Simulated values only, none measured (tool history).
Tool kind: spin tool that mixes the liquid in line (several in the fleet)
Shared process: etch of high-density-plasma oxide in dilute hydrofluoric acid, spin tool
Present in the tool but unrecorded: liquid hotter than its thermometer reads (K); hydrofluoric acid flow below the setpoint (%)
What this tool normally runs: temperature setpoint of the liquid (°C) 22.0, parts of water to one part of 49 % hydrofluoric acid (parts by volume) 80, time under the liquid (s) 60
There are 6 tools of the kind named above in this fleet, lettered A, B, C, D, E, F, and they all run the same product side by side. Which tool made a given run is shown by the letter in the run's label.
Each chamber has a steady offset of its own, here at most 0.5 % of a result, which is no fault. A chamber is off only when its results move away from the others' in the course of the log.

run	hour	temperature setpoint of the liquid (°C)	parts of water to one part of 49 % hydrofluoric acid (parts by volume)	time under the liquid (s)	hours since the thermometer was replaced	hours since the hydrofluoric acid flow meter was replaced	read-back film thickness of the high-density-plasma oxide reference wafer, read on the same gauge (nm)	thickness taken off the high-density-plasma oxide on a monitor wafer (angstrom)
1E	5.0	22.0	80	60	1053.2	78.6	119.99	49.887
2D	15.7	22.0	80	60	1643.5	1232.8	120.00	49.719
3F	25.5	22.0	80	60	465.4	847.9	120.01	50.014
4C	32.5	22.0	80	60	1997.5	629.9	120.00	49.747
5A	41.2	22.0	80	45	333.1	278.0	120.00	37.156
6B	46.4	22.0	80	45	1233.2	324.6	120.00	37.414
7F	54.3	22.0	80	45	494.2	876.7	120.00	37.564
8E	64.5	22.0	80	45	1112.7	138.1	120.03	37.443
9D	74.1	22.0	80	45	1701.9	1291.2	119.99	37.394
10A	82.4	22.0	80	45	374.3	319.2	120.01	37.157
11C	92.7	22.0	80	60	2057.7	690.1	119.98	49.752
12B	102.1	22.0	80	60	1288.9	380.3	120.00	49.687
13B	109.3	22.0	80	60	1296.1	387.5	120.01	50.229
# hour 109.9: chamber B: thermometer replaced
14F	117.8	22.0	80	60	557.7	940.2	119.99	49.430
15E	123.6	22.0	80	60	1171.8	197.2	119.98	49.208
16C	134.8	19.5	50	60	2099.8	732.2	119.99	74.797
17D	145.4	19.5	50	60	1773.2	1362.5	120.00	74.511
18A	156.5	19.5	50	60	448.4	393.3	119.99	74.640
19D	164.7	19.5	50	60	1792.5	1381.8	120.02	73.994
20B	171.0	19.5	50	60	61.2	449.2	120.02	73.915
21F	178.0	19.5	50	60	617.9	1000.4	120.01	72.429
22A	183.1	22.0	80	60	475.0	419.9	119.99	49.503
23C	189.0	22.0	80	60	2154.0	786.4	119.99	49.792
24E	196.7	22.0	80	60	1244.9	270.3	120.00	49.514
25A	207.2	22.0	80	60	499.1	444.0	120.01	49.508
26B	215.5	22.0	80	60	105.7	493.7	119.99	50.071
27D	221.1	22.0	80	25	1848.9	1438.2	119.99	20.650
28C	227.6	22.0	80	25	2192.6	825.0	120.01	20.519
29E	236.3	22.0	80	25	1284.5	309.9	120.01	20.672
30F	247.3	22.0	80	25	687.2	1069.7	119.98	20.179
31F	252.3	22.0	80	25	692.2	1074.7	120.00	20.226
32C	262.8	22.0	80	25	2227.8	860.2	120.00	20.731
33E	270.3	22.0	80	60	1318.5	343.9	120.00	50.143
34B	275.5	22.0	80	60	165.7	553.7	120.00	49.907
35D	280.8	22.0	80	40	1908.6	1497.9	120.00	33.445
# hour 283.1: chamber F: thermometer replaced
36A	290.3	22.0	80	40	582.2	527.1	120.00	32.968
37E	297.4	22.0	80	40	1345.6	371.0	119.99	33.172
38C	304.4	22.0	80	40	2269.4	901.8	120.01	32.964
39D	314.1	22.0	80	40	1941.9	1531.2	119.98	33.464
40B	320.5	22.0	80	40	210.7	598.7	119.99	33.213
41F	328.0	22.0	80	60	45.0	1150.4	120.00	47.376
42A	336.1	22.0	80	60	628.0	572.9	120.00	49.432
43D	340.9	22.0	80	60	1968.7	1558.0	119.99	49.810

Predict what each chamber gives when all 6 of them run the settings below next.
44A	348.9	22.0	80	60				?
44B	348.9	22.0	80	60				?
44C	348.9	22.0	80	60				?
44D	348.9	22.0	80	60				?
44E	348.9	22.0	80	60				?
44F	348.9	22.0	80	60				?

run	thickness taken off the high-density-plasma oxide on a monitor wafer (angstrom)
44A	49.581
44B	49.919
44C	49.333
44D	49.680
44E	50.004
44F	47.494
